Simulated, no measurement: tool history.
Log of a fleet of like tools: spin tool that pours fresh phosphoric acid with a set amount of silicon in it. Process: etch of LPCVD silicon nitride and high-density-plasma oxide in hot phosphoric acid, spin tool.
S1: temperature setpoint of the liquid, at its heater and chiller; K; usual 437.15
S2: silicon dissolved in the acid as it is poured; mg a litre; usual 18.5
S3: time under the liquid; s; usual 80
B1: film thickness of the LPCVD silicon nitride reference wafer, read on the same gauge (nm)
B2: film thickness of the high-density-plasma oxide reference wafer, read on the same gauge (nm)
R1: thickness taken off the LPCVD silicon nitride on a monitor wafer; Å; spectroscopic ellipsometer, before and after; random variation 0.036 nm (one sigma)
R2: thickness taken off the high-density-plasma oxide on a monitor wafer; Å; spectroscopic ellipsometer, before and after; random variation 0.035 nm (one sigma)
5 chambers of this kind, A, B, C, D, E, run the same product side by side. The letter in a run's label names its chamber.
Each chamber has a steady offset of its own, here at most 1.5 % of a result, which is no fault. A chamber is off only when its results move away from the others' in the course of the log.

run,hour,S1,S2,S3,B1,B2,R1,R2
1C,11.0,437.15,18.5,80,69.990,150.01,76.363,2.8557
2A,23.5,437.15,18.5,80,70.020,149.98,75.666,2.7171
3D,32.7,437.15,18.5,80,69.995,150.02,75.464,2.7439
4B,41.7,437.15,18.5,80,69.978,149.99,76.345,2.3090
5E,51.5,437.15,18.5,80,69.939,150.01,75.829,2.2714
6E,59.1,437.15,26.0,55,70.019,150.00,52.627,1.4242
7A,71.7,437.15,26.0,55,69.936,149.99,51.617,1.4257
8C,85.2,437.15,26.0,55,69.957,150.01,52.154,1.1929
9D,95.1,437.15,26.0,55,70.028,150.00,51.878,1.2534
# hour 105.8: chamber D: dissolved silicon flow meter replaced
10B,108.5,437.15,26.0,55,70.040,150.01,52.793,1.5193
11B,119.2,437.15,18.5,80,70.052,149.99,76.310,2.6693
12C,131.8,437.15,18.5,80,70.008,150.01,75.742,3.1430
13A,138.4,437.15,18.5,80,69.973,150.01,75.031,3.2992
14D,145.4,437.15,18.5,80,69.973,149.99,76.266,2.6379
15E,157.9,437.15,18.5,80,70.024,150.00,76.335,2.7727
16B,171.1,437.15,18.5,80,69.990,150.01,76.812,2.8493
17D,179.7,437.15,18.5,80,69.959,150.01,76.622,2.4224
18A,190.8,437.15,18.5,80,70.008,150.00,75.294,3.1299
19E,198.2,437.15,18.5,80,70.004,150.00,76.645,2.7064
20C,207.7,437.15,18.5,80,70.061,149.99,76.143,2.8173
21E,214.2,437.15,18.5,80,69.972,149.98,76.403,2.2126
22A,220.0,437.15,18.5,80,70.027,149.99,74.550,3.0744
23B,229.3,435.65,29.5,80,69.988,149.99,72.543,2.0801
# hour 239.7: chamber A: dissolved silicon flow meter replaced
24D,241.6,435.65,29.5,80,70.021,149.99,73.076,1.6621
25C,254.4,435.65,29.5,80,69.995,150.01,72.332,1.4448
26B,262.7,435.65,29.5,80,70.019,150.01,71.851,2.0757
27A,270.7,435.65,29.5,80,69.981,150.02,71.736,1.9026
28E,282.5,437.15,18.5,80,70.031,149.98,76.631,2.2137
29D,291.5,435.65,7.5,80,70.056,149.99,72.033,3.3207
30C,298.1,435.65,7.5,80,69.970,150.00,73.312,3.0995
31D,305.3,435.65,7.5,80,70.017,149.99,72.612,4.1066
32A,318.6,435.65,7.5,80,69.973,149.98,71.455,3.1095
33B,325.7,435.65,7.5,80,70.045,149.98,72.767,3.5012
34E,338.8,437.15,18.5,80,69.958,149.99,75.690,3.0612
35C,351.9,437.15,18.5,80,70.005,149.99,75.180,2.6377
36B,365.5,435.15,24.5,80,70.006,150.00,71.555,1.7391
37A,375.3,435.15,24.5,80,70.004,149.99,70.478,2.1745

Next, every chamber runs the same settings. What will each give?
38A,385.0,437.15,18.5,80,,,?,?
38B,385.0,437.15,18.5,80,,,?,?
38C,385.0,437.15,18.5,80,,,?,?
38D,385.0,437.15,18.5,80,,,?,?
38E,385.0,437.15,18.5,80,,,?,?

run,R1,R2
38A,75.414,3.1153
38B,76.192,2.7207
38C,76.309,2.6841
38D,75.350,2.7697
38E,76.600,2.8104
